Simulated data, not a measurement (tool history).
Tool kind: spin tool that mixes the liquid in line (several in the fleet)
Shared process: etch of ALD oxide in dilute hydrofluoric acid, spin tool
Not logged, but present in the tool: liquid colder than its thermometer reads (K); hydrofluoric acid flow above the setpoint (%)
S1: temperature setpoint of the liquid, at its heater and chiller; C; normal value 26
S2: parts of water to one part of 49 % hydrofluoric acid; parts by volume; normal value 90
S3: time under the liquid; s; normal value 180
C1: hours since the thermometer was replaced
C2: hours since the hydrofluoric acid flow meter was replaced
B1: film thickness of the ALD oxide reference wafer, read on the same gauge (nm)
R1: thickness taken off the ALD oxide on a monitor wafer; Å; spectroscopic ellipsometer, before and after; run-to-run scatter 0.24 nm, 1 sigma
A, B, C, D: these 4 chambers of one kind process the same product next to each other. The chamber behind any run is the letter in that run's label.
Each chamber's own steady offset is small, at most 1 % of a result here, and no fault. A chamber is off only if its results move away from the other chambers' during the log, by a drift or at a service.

{"run": "1D", "day": 0.242, "S1": 26, "S2": 90, "S3": 180, "C1": 280, "C2": 713, "B1": 89.933, "R1": 363.87}
{"run": "2C", "day": 0.388, "S1": 26, "S2": 90, "S3": 180, "C1": 365.5, "C2": 134.8, "B1": 90.01, "R1": 361.82}
{"run": "3A", "day": 0.625, "S1": 26, "S2": 90, "S3": 180, "C1": 705.3, "C2": 2298, "B1": 89.992, "R1": 362.87}
{"run": "4B", "day": 0.808, "S1": 26, "S2": 90, "S3": 180, "C1": 730, "C2": 123.9, "B1": 90, "R1": 360.65}
{"run": "5C", "day": 1.033, "S1": 26, "S2": 90, "S3": 180, "C1": 381, "C2": 150.3, "B1": 89.988, "R1": 363.42}
{"run": "6D", "day": 1.271, "S1": 30.5, "S2": 90, "S3": 120, "C1": 304.7, "C2": 737.7, "B1": 90.044, "R1": 287.81}
{"run": "7B", "day": 1.388, "S1": 30.5, "S2": 90, "S3": 120, "C1": 743.9, "C2": 137.8, "B1": 90.051, "R1": 288}
{"run": "8A", "day": 1.612, "S1": 30.5, "S2": 90, "S3": 120, "C1": 729, "C2": 2321.7, "B1": 90.027, "R1": 285.05}
{"run": "9A", "day": 1.783, "S1": 30.5, "S2": 90, "S3": 120, "C1": 733.1, "C2": 2325.8, "B1": 89.996, "R1": 285.24}
{"run": "10D", "day": 1.946, "S1": 26, "S2": 90, "S3": 180, "C1": 320.9, "C2": 753.9, "B1": 90.005, "R1": 369.47}
{"run": "11C", "day": 2.2, "S1": 26, "S2": 90, "S3": 180, "C1": 409, "C2": 178.3, "B1": 89.97, "R1": 362.03}
{"run": "12B", "day": 2.408, "S1": 21.5, "S2": 90, "S3": 255, "C1": 768.4, "C2": 162.3, "B1": 89.984, "R1": 427.27}
{"run": "13B", "day": 2.55, "S1": 21.5, "S2": 90, "S3": 255, "C1": 771.8, "C2": 165.7, "B1": 89.996, "R1": 432.88}
{"run": "14A", "day": 2.725, "S1": 21.5, "S2": 90, "S3": 255, "C1": 755.7, "C2": 2348.4, "B1": 90.062, "R1": 422.68}
{"run": "15C", "day": 2.871, "S1": 21.5, "S2": 90, "S3": 255, "C1": 425.1, "C2": 194.4, "B1": 89.966, "R1": 430.88}
{"run": "16D", "day": 3.012, "S1": 26, "S2": 90, "S3": 180, "C1": 346.5, "C2": 779.5, "B1": 90, "R1": 372.46}
{"run": "17D", "day": 3.146, "S1": 29, "S2": 90, "S3": 255, "C1": 349.7, "C2": 782.7, "B1": 89.936, "R1": 588.78}
{"run": "18B", "day": 3.312, "S1": 29, "S2": 90, "S3": 255, "C1": 790.1, "C2": 184, "B1": 89.989, "R1": 577.2}
{"run": "19C", "day": 3.492, "S1": 29, "S2": 90, "S3": 255, "C1": 440, "C2": 209.3, "B1": 89.97, "R1": 569.65}
{"run": "20A", "day": 3.642, "S1": 29, "S2": 90, "S3": 255, "C1": 777.7, "C2": 2370.4, "B1": 90.053, "R1": 580.65}
{"run": "21D", "day": 3.85, "S1": 26, "S2": 90, "S3": 180, "C1": 366.6, "C2": 799.6, "B1": 90.02, "R1": 378.99}
{"run": "22A", "day": 4.004, "S1": 26, "S2": 90, "S3": 210, "C1": 786.4, "C2": 2379.1, "B1": 90.001, "R1": 419.24}
{"run": "23B", "day": 4.129, "S1": 26, "S2": 90, "S3": 210, "C1": 809.7, "C2": 203.6, "B1": 89.991, "R1": 421.83}
{"run": "24C", "day": 4.329, "S1": 26, "S2": 90, "S3": 210, "C1": 460.1, "C2": 229.4, "B1": 90.039, "R1": 419.58}
{"run": "25B", "day": 4.471, "S1": 26, "S2": 90, "S3": 210, "C1": 817.9, "C2": 211.8, "B1": 90.015, "R1": 420.46}
{"run": "26C", "day": 4.654, "S1": 26, "S2": 90, "S3": 180, "C1": 467.9, "C2": 237.2, "B1": 89.996, "R1": 357.45}
{"run": "27D", "day": 4.771, "S1": 26, "S2": 90, "S3": 180, "C1": 388.7, "C2": 821.7, "B1": 90.038, "R1": 383.88}
{"run": "28A", "day": 5.025, "S1": 26, "S2": 90, "S3": 180, "C1": 810.9, "C2": 2403.6, "B1": 89.939, "R1": 359.26}
{"run": "29A", "day": 5.175, "S1": 26, "S2": 90, "S3": 180, "C1": 814.5, "C2": 2407.2, "B1": 90.059, "R1": 362.22}
{"run": "30D", "day": 5.3, "S1": 26, "S2": 105, "S3": 180, "C1": 401.4, "C2": 834.4, "B1": 89.988, "R1": 321.39}
{"run": "31C", "day": 5.483, "S1": 26, "S2": 105, "S3": 180, "C1": 487.8, "C2": 257.1, "B1": 89.948, "R1": 305.55}
{"run": "32B", "day": 5.729, "S1": 26, "S2": 105, "S3": 180, "C1": 848.1, "C2": 242, "B1": 90.036, "R1": 307.09}
{"run": "33A", "day": 5.971, "S1": 26, "S2": 105, "S3": 180, "C1": 833.6, "C2": 2426.3, "B1": 90.026, "R1": 304.72}
{"run": "34D", "day": 6.096, "S1": 26, "S2": 90, "S3": 180, "C1": 420.5, "C2": 853.5, "B1": 90.047, "R1": 388.53}
{"run": "35C", "day": 6.35, "S1": 26, "S2": 90, "S3": 180, "C1": 508.6, "C2": 277.9, "B1": 89.994, "R1": 364.94}

Does one chamber stand apart from the rest, does the shared gauge drift, or is all well apart from small per-chamber offsets? Give the chamber and the most likely cause, where there is one.

Chamber D drifts away from the others.
Likeliest cause: hydrofluoric acid flow above the setpoint (%) = 7.01.
From this log alone, it may not be told apart from: liquid hotter than its thermometer reads (K).

Here are 4 candidates for chamber D's next run, each the usual settings with a change, their results left as question marks. Which one brings its results back in line with what the others give on the usual settings?
Maximum distance from the other chambers' mean on the usual settings for a result to count as in line: R1 8.4 Å
{"run": "36D-1", "day": 6.538, "S1": 26, "S2": 90, "S3": 165, "R1": "?"}
{"run": "36D-2", "day": 6.538, "S1": 26, "S2": 95, "S3": 165, "R1": "?"}
{"run": "36D-3", "day": 6.538, "S1": 26, "S2": 90, "S3": 195, "R1": "?"}
{"run": "36D-4", "day": 6.538, "S1": 26.5, "S2": 90, "S3": 205, "R1": "?"}

On the usual settings, the other chambers give on average: R1 361.96 Å
run=36D-1 R1=358.91
run=36D-2 R1=337.65
run=36D-3 R1=424.17
run=36D-4 R1=454.77
36D-1 brings the chamber back in line.
